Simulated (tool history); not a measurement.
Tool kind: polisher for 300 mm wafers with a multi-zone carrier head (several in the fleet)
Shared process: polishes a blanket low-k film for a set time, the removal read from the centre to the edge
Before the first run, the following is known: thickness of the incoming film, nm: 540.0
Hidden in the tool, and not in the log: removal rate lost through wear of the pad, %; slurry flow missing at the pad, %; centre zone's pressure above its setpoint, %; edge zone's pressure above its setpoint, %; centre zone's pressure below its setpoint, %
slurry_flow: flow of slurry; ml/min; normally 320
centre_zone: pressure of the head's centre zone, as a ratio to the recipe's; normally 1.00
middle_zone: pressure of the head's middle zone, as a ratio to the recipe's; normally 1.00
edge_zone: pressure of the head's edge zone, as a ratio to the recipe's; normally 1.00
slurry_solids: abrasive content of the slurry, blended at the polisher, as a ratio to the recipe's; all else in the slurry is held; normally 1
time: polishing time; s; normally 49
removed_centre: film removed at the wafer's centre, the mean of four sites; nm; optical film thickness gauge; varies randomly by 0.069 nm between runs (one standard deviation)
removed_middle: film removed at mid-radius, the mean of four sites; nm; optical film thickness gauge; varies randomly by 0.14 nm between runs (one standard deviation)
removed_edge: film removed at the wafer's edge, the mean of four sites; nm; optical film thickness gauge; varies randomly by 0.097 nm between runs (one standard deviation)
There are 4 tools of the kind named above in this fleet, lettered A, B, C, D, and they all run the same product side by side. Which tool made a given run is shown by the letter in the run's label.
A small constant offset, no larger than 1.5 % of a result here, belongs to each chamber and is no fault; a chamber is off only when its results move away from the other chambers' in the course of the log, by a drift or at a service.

| run | hour | slurry_flow | centre_zone | middle_zone | edge_zone | slurry_solids | time | wafers polished on this pad | hours since the slurry nozzle was cleaned | hours since the centre zone pressure was calibrated | hours since the edge zone pressure was calibrated | removed_centre | removed_middle | removed_edge |
|---|---|---|---|---|---|---|---|---|---|---|---|---|---|---|
| 1A | 14.9 | 320 | 1.00 | 1.00 | 1.00 | 1 | 49 | 427 | 17.8 | 574.7 | 478.5 | 9.7008 | 9.8328 | 9.7148 |
| 2C | 27.6 | 320 | 1.00 | 1.00 | 1.00 | 1 | 49 | 483 | 185.0 | 149.3 | 273.5 | 9.7496 | 9.8569 | 9.7648 |
| 3D | 36.9 | 320 | 1.00 | 1.00 | 1.00 | 1 | 49 | 1129 | 258.6 | 108.1 | 76.2 | 9.7199 | 9.5012 | 9.8095 |
| 4B | 50.5 | 320 | 1.00 | 1.00 | 1.00 | 1 | 49 | 846 | 238.6 | 144.9 | 326.0 | 9.6723 | 9.9397 | 9.8834 |
| 5C | 62.6 | 320 | 1.00 | 1.00 | 1.00 | 1 | 49 | 931 | 220.0 | 184.3 | 308.5 | 9.6191 | 9.7375 | 9.5998 |
|  | 70.9 | chamber B: worn pad replaced by a new one |
|  | 74.6 | chamber C: worn pad replaced by a new one |
| 6A | 78.9 | 395 | 1.00 | 1.00 | 1.11 | 1 | 49 | 1245 | 81.8 | 638.7 | 542.5 | 9.7883 | 9.7781 | 10.4480 |
|  | 82.4 | chamber A: worn pad replaced by a new one |
| 7B | 90.6 | 395 | 1.00 | 1.00 | 1.11 | 1 | 49 | 253 | 278.7 | 185.0 | 366.1 | 9.9007 | 10.0470 | 10.5110 |
| 8D | 105.1 | 395 | 1.00 | 1.00 | 1.11 | 1 | 49 | 2001 | 326.8 | 176.3 | 144.4 | 9.8736 | 9.8242 | 10.3760 |
|  | 116.3 | chamber B: edge zone pressure recalibrated |
| 9C | 120.3 | 395 | 1.00 | 1.00 | 1.11 | 1 | 49 | 585 | 277.7 | 242.0 | 366.2 | 9.9222 | 10.1090 | 10.4420 |
|  | 128.3 | chamber A: edge zone pressure recalibrated |
| 10D | 134.1 | 320 | 1.00 | 1.00 | 1.00 | 1 | 49 | 2371 | 355.8 | 205.3 | 173.4 | 9.5819 | 9.5247 | 9.6614 |
| 11A | 145.3 | 320 | 1.00 | 1.00 | 1.00 | 1 | 49 | 804 | 148.2 | 705.1 | 17.0 | 9.7010 | 9.5442 | 9.6219 |
|  | 156.9 | chamber C: worn pad replaced by a new one |
| 12B | 160.6 | 320 | 1.00 | 1.00 | 1.00 | 1 | 49 | 1147 | 348.7 | 255.0 | 44.3 | 9.7758 | 9.8368 | 9.8332 |
|  | 166.8 | chamber B: worn pad replaced by a new one |
|  | 170.9 | chamber A: worn pad replaced by a new one |
| 13C | 172.4 | 320 | 1.00 | 1.00 | 1.00 | 1 | 49 | 199 | 329.8 | 294.1 | 418.3 | 9.6846 | 9.8238 | 9.7047 |
| 14D | 187.3 | 320 | 1.00 | 1.00 | 1.00 | 1 | 49 | 3051 | 409.0 | 258.5 | 226.6 | 9.5961 | 9.5824 | 9.5780 |
|  | 189.2 | chamber C: centre zone pressure recalibrated |
| 15B | 200.8 | 215 | 1.00 | 1.00 | 1.00 | 1 | 49 | 435 | 388.9 | 295.2 | 84.5 | 9.4142 | 9.3510 | 9.5483 |
| 16A | 216.9 | 215 | 1.00 | 1.00 | 1.00 | 1 | 49 | 588 | 219.8 | 776.7 | 88.6 | 9.2362 | 9.3470 | 9.4784 |
| 17C | 225.1 | 215 | 1.00 | 1.00 | 1.00 | 1 | 49 | 873 | 382.5 | 36.0 | 471.0 | 9.4020 | 9.5812 | 9.3259 |
| 18B | 232.9 | 215 | 1.00 | 1.00 | 1.00 | 1 | 49 | 846 | 421.0 | 327.3 | 116.6 | 9.2638 | 9.3657 | 9.4984 |
| 19D | 241.6 | 320 | 1.00 | 1.00 | 1.00 | 1 | 49 | 3746 | 463.3 | 312.8 | 280.9 | 9.4275 | 9.4441 | 9.4055 |
|  | 241.8 | chamber C: worn pad replaced by a new one |
|  | 252.3 | chamber A: worn pad replaced by a new one |
| 20A | 254.0 | 320 | 1.00 | 1.00 | 1.00 | 1 | 49 | 22 | 256.9 | 813.8 | 125.7 | 9.5870 | 9.6467 | 9.7607 |
| 21D | 265.5 | 320 | 1.00 | 1.00 | 1.00 | 1 | 49 | 4051 | 487.2 | 336.7 | 304.8 | 9.3045 | 9.5724 | 9.4164 |
|  | 273.3 | chamber B: worn pad replaced by a new one |
|  | 277.1 | chamber A: centre zone pressure recalibrated |
| 22A | 280.7 | 320 | 1.07 | 1.00 | 1.00 | 1 | 49 | 364 | 283.6 | 3.6 | 152.4 | 10.6000 | 9.7355 | 9.7276 |
|  | 293.1 | chamber B: centre zone pressure recalibrated |
| 23C | 293.8 | 320 | 1.07 | 1.00 | 1.00 | 1 | 49 | 665 | 451.2 | 104.7 | 539.7 | 10.4410 | 10.0790 | 9.7169 |
| 24B | 309.5 | 320 | 1.07 | 1.00 | 1.00 | 1 | 49 | 463 | 497.6 | 16.5 | 193.2 | 10.4880 | 9.8226 | 9.8436 |
| 25D | 316.9 | 320 | 1.07 | 1.00 | 1.00 | 1 | 49 | 4708 | 538.6 | 388.1 | 356.2 | 9.9753 | 9.3326 | 9.5254 |
|  | 324.2 | chamber C: worn pad replaced by a new one |
| 26A | 327.9 | 320 | 1.00 | 1.00 | 0.92 | 1 | 49 | 967 | 330.8 | 50.8 | 199.6 | 9.7217 | 9.9145 | 9.3071 |
| 27C | 335.9 | 320 | 1.00 | 1.00 | 0.92 | 1 | 49 | 150 | 493.3 | 146.8 | 581.8 | 9.7238 | 9.8152 | 9.2757 |
|  | 344.8 | chamber A: worn pad replaced by a new one |
| 28B | 345.8 | 320 | 1.00 | 1.00 | 0.92 | 1 | 49 | 927 | 533.9 | 52.8 | 229.5 | 9.6767 | 9.9426 | 9.3004 |
|  | 358.9 | chamber B: worn pad replaced by a new one |
|  | 360.3 | chamber C: edge zone pressure recalibrated |
| 29B | 361.9 | 320 | 1.00 | 1.00 | 0.92 | 1 | 49 | 39 | 550.0 | 68.9 | 245.6 | 9.6832 | 9.8173 | 9.2533 |
| 30A | 376.0 | 320 | 1.00 | 0.92 | 1.00 | 1 | 49 | 399 | 378.9 | 98.9 | 247.7 | 9.6653 | 8.9584 | 9.7367 |
| 31C | 383.4 | 320 | 1.00 | 0.92 | 1.00 | 1 | 49 | 757 | 540.8 | 194.3 | 23.1 | 9.6717 | 8.9660 | 9.8529 |
| 32D | 398.8 | 320 | 1.00 | 0.92 | 1.00 | 1 | 49 | 5755 | 620.5 | 470.0 | 438.1 | 9.1977 | 8.4299 | 9.1497 |
| 33D | 411.0 | 320 | 1.00 | 0.92 | 1.00 | 1 | 49 | 5911 | 632.7 | 482.2 | 450.3 | 9.1481 | 8.5786 | 9.1636 |
|  | 414.3 | chamber C: worn pad replaced by a new one |
|  | 419.9 | chamber B: slurry nozzle cleaned |
| 34B | 426.0 | 320 | 1.00 | 1.00 | 1.00 | 1 | 49 | 858 | 6.1 | 133.0 | 309.7 | 9.9006 | 9.8363 | 9.7316 |
| 35C | 435.7 | 320 | 1.00 | 1.00 | 1.00 | 1 | 49 | 273 | 593.1 | 246.6 | 75.4 | 9.5307 | 9.7556 | 9.5519 |
|  | 441.2 | chamber A: worn pad replaced by a new one |
| 36A | 447.2 | 320 | 1.00 | 1.00 | 1.00 | 1 | 49 | 77 | 450.1 | 170.1 | 318.9 | 9.6809 | 9.6364 | 9.5183 |
| 37A | 463.3 | 320 | 0.91 | 1.00 | 1.00 | 1 | 49 | 283 | 466.2 | 186.2 | 335.0 | 8.7235 | 9.6407 | 9.7284 |

What goes on in this fleet: one chamber off, a drifting gauge, or nothing beyond the chambers' own small offsets? Name the chamber and the cause, if any.

It is chamber D that slowly wanders off from its peers.
Most likely cause: removal rate lost through wear of the pad, % = 6.63.
From this log alone, it may not be told apart from: slurry flow missing at the pad, %.

Which of the 4 candidates below, each the usual settings with something changed and its results left as question marks, puts chamber D back in line with what the other chambers give on the usual settings?
To be in line, a result may differ from the other chambers' mean on the usual settings by at most: removed_centre 0.2400 nm; removed_middle 0.4900 nm; removed_edge 0.3400 nm
| 38D-1 | 475.0 | 320 | 1.00 | 0.99 | 1.00 | 1 | 46 |  |  |  |  | ? | ? | ? |
| 38D-2 | 475.0 | 320 | 1.01 | 1.00 | 1.00 | 1 | 52 |  |  |  |  | ? | ? | ? |
| 38D-3 | 475.0 | 320 | 1.00 | 1.00 | 1.00 | 1 | 50 |  |  |  |  | ? | ? | ? |
| 38D-4 | 475.0 | 320 | 1.00 | 1.00 | 1.00 | 1 | 48 |  |  |  |  | ? | ? | ? |

The mean the other chambers reach with the usual settings: removed_centre 9.7209 nm; removed_middle 9.7890 nm; removed_edge 9.7577 nm
| run | removed_centre | removed_middle | removed_edge |
|---|---|---|---|
| 38D-1 | 8.4815 | 8.4525 | 8.6030 |
| 38D-2 | 9.6952 | 9.6429 | 9.7238 |
| 38D-3 | 9.2197 | 9.2726 | 9.3498 |
| 38D-4 | 8.8510 | 8.9017 | 8.9758 |
With 38D-2, the chamber falls back in line with the rest.
